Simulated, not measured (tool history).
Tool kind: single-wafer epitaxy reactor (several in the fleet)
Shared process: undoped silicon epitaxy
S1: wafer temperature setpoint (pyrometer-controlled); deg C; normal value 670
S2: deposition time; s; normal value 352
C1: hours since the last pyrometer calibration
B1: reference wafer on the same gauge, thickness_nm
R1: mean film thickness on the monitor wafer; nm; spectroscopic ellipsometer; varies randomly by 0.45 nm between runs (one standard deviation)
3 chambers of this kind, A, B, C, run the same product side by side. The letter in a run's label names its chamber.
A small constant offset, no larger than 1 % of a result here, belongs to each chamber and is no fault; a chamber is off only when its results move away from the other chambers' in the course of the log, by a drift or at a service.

run,hour,S1,S2,C1,B1,R1
1C,4.4,670,352,233.3,101.98,91.399
2B,12.2,670,352,686.1,101.93,90.819
3A,17.7,670,352,1366.6,101.99,90.057
4B,22.6,670,352,696.5,102.10,90.320
5C,28.7,670,352,257.6,102.07,91.310
6A,35.6,670,352,1384.5,102.02,90.532
7A,43.7,670,352,1392.6,101.97,90.950
8C,51.2,670,352,280.1,102.15,91.793
9B,56.8,670,352,730.7,101.91,90.591
10A,63.6,670,352,1412.5,102.06,91.139
11C,67.4,670,352,296.3,102.00,91.437
12B,74.6,670,352,748.5,101.91,90.486
13B,81.5,662,304,755.4,101.98,65.853
14C,89.9,662,304,318.8,102.15,66.854
15A,96.0,662,304,1444.9,101.98,66.588
16A,103.4,670,352,1452.3,102.07,90.864
17C,111.8,670,352,340.7,101.95,91.877
18B,120.3,670,352,794.2,102.00,90.454
19C,125.5,670,352,354.4,102.08,91.548
20B,130.9,670,352,804.8,101.88,89.913
21A,137.3,670,352,1486.2,102.04,90.546
22B,141.8,660,352,815.7,102.05,73.338
23C,149.3,660,352,378.2,101.98,74.620
24A,156.8,660,352,1505.7,102.17,74.254
25A,162.8,670,352,1511.7,101.98,90.592
26B,169.8,670,352,843.7,101.94,90.751
27C,177.6,670,352,406.5,102.06,90.962
28C,181.3,670,352,410.2,102.02,90.765
29B,187.9,670,352,861.8,101.94,89.888
30A,194.2,670,352,1543.1,101.97,90.050
31B,199.9,670,352,873.8,102.02,89.839
32A,207.2,670,352,1556.1,102.01,90.175
33C,212.7,670,375,441.6,101.93,96.462
34A,220.1,670,375,1569.0,102.02,96.744

Does one chamber stand apart from the rest, does the shared gauge drift, or is all well apart from small per-chamber offsets? Give the chamber and the most likely cause, where there is one.

All chambers stay in line apart from their small fixed offsets, and the gauge does not drift.
